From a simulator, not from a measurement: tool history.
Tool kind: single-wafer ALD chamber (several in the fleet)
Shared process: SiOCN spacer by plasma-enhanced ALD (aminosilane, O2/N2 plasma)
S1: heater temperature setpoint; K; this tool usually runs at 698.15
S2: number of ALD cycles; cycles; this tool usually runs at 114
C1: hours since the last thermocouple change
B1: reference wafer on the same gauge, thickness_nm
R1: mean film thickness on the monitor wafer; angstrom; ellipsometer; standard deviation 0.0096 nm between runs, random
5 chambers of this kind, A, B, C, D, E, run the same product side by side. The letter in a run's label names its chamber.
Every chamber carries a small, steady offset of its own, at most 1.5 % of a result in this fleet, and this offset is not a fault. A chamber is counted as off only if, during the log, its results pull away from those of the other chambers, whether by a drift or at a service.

run   hour      S1   S2      C1      B1      R1
 1A   13.2  698.15  114   658.1   6.001  63.033
 2D   26.4  698.15  114   640.6  5.9994  63.065
 3B     37  698.15  114   911.6  6.0013  63.737
 4E   46.9  698.15  114   631.5   6.003  63.717
 5C   57.6  698.15  114    98.9   6.005  64.375
 6D   67.3  698.15  114   681.5  6.0084  63.038
 7C   80.7  698.15  114     122  6.0078  64.372
 8E   92.2  691.15   98   676.8  6.0091  56.074
 9A  100.8  691.15   98   745.7  6.0079  55.615
10B  110.9  691.15   98   985.5  6.0089  55.905
11E    119  691.15   98   703.6  6.0088   56.08
12D  132.7  691.15   98   746.9   6.011   55.51
13C  141.4  698.15  114   182.7  6.0126  64.456
14A  154.3  698.15  114   799.2  6.0149   63.27
15B  163.5  698.15  114  1038.1  6.0129  63.818
16A  171.7  698.15  114   816.6  6.0142   63.19
17E  183.6  698.15  114   768.2  6.0165  63.786
18D  190.3  698.15  114   804.5  6.0168  63.395
19C  197.4  698.15  114   238.7  6.0155  64.559
20B  208.8  698.15  114  1083.4  6.0181   63.98
21E  221.9  698.15  114   806.5  6.0158  63.982
22C  235.4  698.15  114   276.7   6.019  64.619
23D  247.4  698.15  126   861.6  6.0219  70.054
24B  257.3  698.15  126  1131.9  6.0207  70.767
25A  268.6  698.15  126   913.5  6.0222  70.144
26A  275.1  698.15  126     920  6.0213  70.046
27B    287  698.15  126  1161.6  6.0244  70.397
28D  299.6  698.15  114   913.8  6.0236   63.37
29E  312.7  698.15  114   897.3  6.0272  64.082
30C  325.5  698.15  114   366.8  6.0279  64.595
31A  337.4  698.15  114   982.3  6.0269  63.511
32D  343.5  698.15  114   957.7  6.0296   63.47
33C  353.2  698.15  114   394.5  6.0332  64.578
34E  364.1  698.15  114   948.7  6.0308    64.1
35B  377.5  704.15   97  1252.1  6.0309  53.564
     386.4  -- chamber B: thermocouple changed; heater temperature recalibrated
36C  388.1  704.15   97   429.4  6.0298  53.878
37A    400  704.15   97  1044.9  6.0348  52.814
38E  408.2  704.15   97   992.8  6.0338  53.606
39B  417.8  704.15   97    31.5  6.0352  53.301
40D  423.9  698.15  114  1038.1  6.0348  63.501
41E  437.2  698.15  114  1021.8  6.0327  63.958

Does one chamber stand apart from the rest, does the shared gauge drift, or is all well apart from small per-chamber offsets? Give the chamber and the most likely cause, where there is one.

None of the chambers is off. What moves is the gauge, dragging all their readings along together.
Most likely cause: gauge reads high (%) = 0.618.
